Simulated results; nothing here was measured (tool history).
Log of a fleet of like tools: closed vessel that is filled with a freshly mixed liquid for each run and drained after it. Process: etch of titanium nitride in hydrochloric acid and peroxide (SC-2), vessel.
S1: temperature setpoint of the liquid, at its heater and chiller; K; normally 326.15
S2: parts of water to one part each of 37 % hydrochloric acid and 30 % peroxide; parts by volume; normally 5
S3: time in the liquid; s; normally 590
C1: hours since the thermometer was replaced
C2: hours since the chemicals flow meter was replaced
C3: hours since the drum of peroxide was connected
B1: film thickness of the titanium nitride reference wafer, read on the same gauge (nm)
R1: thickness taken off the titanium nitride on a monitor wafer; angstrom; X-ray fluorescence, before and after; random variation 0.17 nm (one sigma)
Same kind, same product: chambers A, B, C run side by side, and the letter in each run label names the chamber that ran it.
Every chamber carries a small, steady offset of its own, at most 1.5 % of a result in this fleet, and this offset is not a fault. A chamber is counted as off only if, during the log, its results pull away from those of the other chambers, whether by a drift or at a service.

| run | day | S1 | S2 | S3 | C1 | C2 | C3 | B1 | R1 |
|---|---|---|---|---|---|---|---|---|---|
| 1C | 0.321 | 326.15 | 5 | 590 | 274.8 | 1297.5 | 714.0 | 110.03 | 284.31 |
| 2B | 0.579 | 326.15 | 5 | 590 | 2682.2 | 661.0 | 310.3 | 110.05 | 278.53 |
| 3A | 1.050 | 326.15 | 5 | 590 | 396.4 | 1117.5 | 541.9 | 109.96 | 276.10 |
| 4B | 1.446 | 326.15 | 5 | 590 | 2703.0 | 681.8 | 331.1 | 110.00 | 276.84 |
| 5A | 1.892 | 326.15 | 5 | 590 | 416.6 | 1137.7 | 562.1 | 109.99 | 273.65 |
|  | 2.104 | chamber C: new drum of peroxide connected |
| 6C | 2.117 | 326.15 | 5 | 590 | 317.9 | 1340.6 | 0.4 | 110.00 | 283.09 |
| 7B | 2.446 | 326.15 | 5 | 590 | 2727.0 | 705.8 | 355.1 | 110.03 | 278.48 |
| 8C | 2.667 | 326.15 | 5 | 590 | 331.1 | 1353.8 | 13.6 | 110.02 | 282.15 |
| 9A | 3.104 | 326.15 | 5 | 325 | 445.7 | 1166.8 | 591.2 | 110.03 | 152.02 |
| 10B | 3.362 | 326.15 | 5 | 325 | 2749.0 | 727.8 | 377.1 | 110.00 | 152.96 |
| 11A | 3.692 | 326.15 | 5 | 325 | 459.8 | 1180.9 | 605.3 | 109.99 | 151.92 |
| 12C | 3.946 | 326.15 | 4 | 590 | 361.8 | 1384.5 | 44.3 | 109.98 | 327.67 |
|  | 3.983 | chamber B: chemicals flow meter replaced |
| 13C | 4.400 | 326.15 | 4 | 590 | 372.7 | 1395.4 | 55.2 | 109.99 | 322.52 |
| 14B | 4.642 | 326.15 | 4 | 590 | 2779.7 | 15.9 | 407.8 | 110.02 | 323.07 |
| 15A | 5.033 | 326.15 | 5 | 590 | 492.0 | 1213.1 | 637.5 | 110.00 | 276.63 |
|  | 5.171 | chamber A: new drum of peroxide connected |
| 16A | 5.446 | 326.15 | 5 | 590 | 501.9 | 1223.0 | 6.7 | 109.96 | 274.25 |
|  | 5.871 | chamber B: thermometer replaced |
| 17C | 5.888 | 326.15 | 5 | 590 | 408.4 | 1431.1 | 90.9 | 110.04 | 280.41 |
| 18B | 6.254 | 326.15 | 5 | 590 | 9.3 | 54.6 | 446.5 | 110.00 | 274.73 |
|  | 6.404 | chamber C: chemicals flow meter replaced |
| 19A | 6.662 | 326.15 | 5 | 590 | 531.1 | 1252.2 | 35.9 | 109.98 | 274.77 |
| 20B | 6.888 | 326.15 | 5 | 590 | 24.5 | 69.8 | 461.7 | 109.97 | 274.21 |
| 21C | 7.192 | 326.15 | 5 | 590 | 439.7 | 18.9 | 122.2 | 110.05 | 278.35 |
| 22C | 7.529 | 326.15 | 5 | 590 | 447.8 | 27.0 | 130.3 | 110.00 | 282.08 |
| 23A | 7.846 | 326.15 | 5 | 590 | 559.5 | 1280.6 | 64.3 | 110.02 | 272.32 |
|  | 8.042 | chamber A: chemicals flow meter replaced |
| 24B | 8.242 | 320.15 | 5 | 780 | 57.0 | 102.3 | 494.2 | 109.95 | 245.07 |
| 25A | 8.575 | 320.15 | 5 | 780 | 577.0 | 12.8 | 81.8 | 109.97 | 244.55 |

Is one chamber off against the others, does the gauge drift, or is nothing wrong? If a chamber is off, say which, and what the likeliest cause is.

All chambers stay in line apart from their small fixed offsets, and the gauge does not drift.
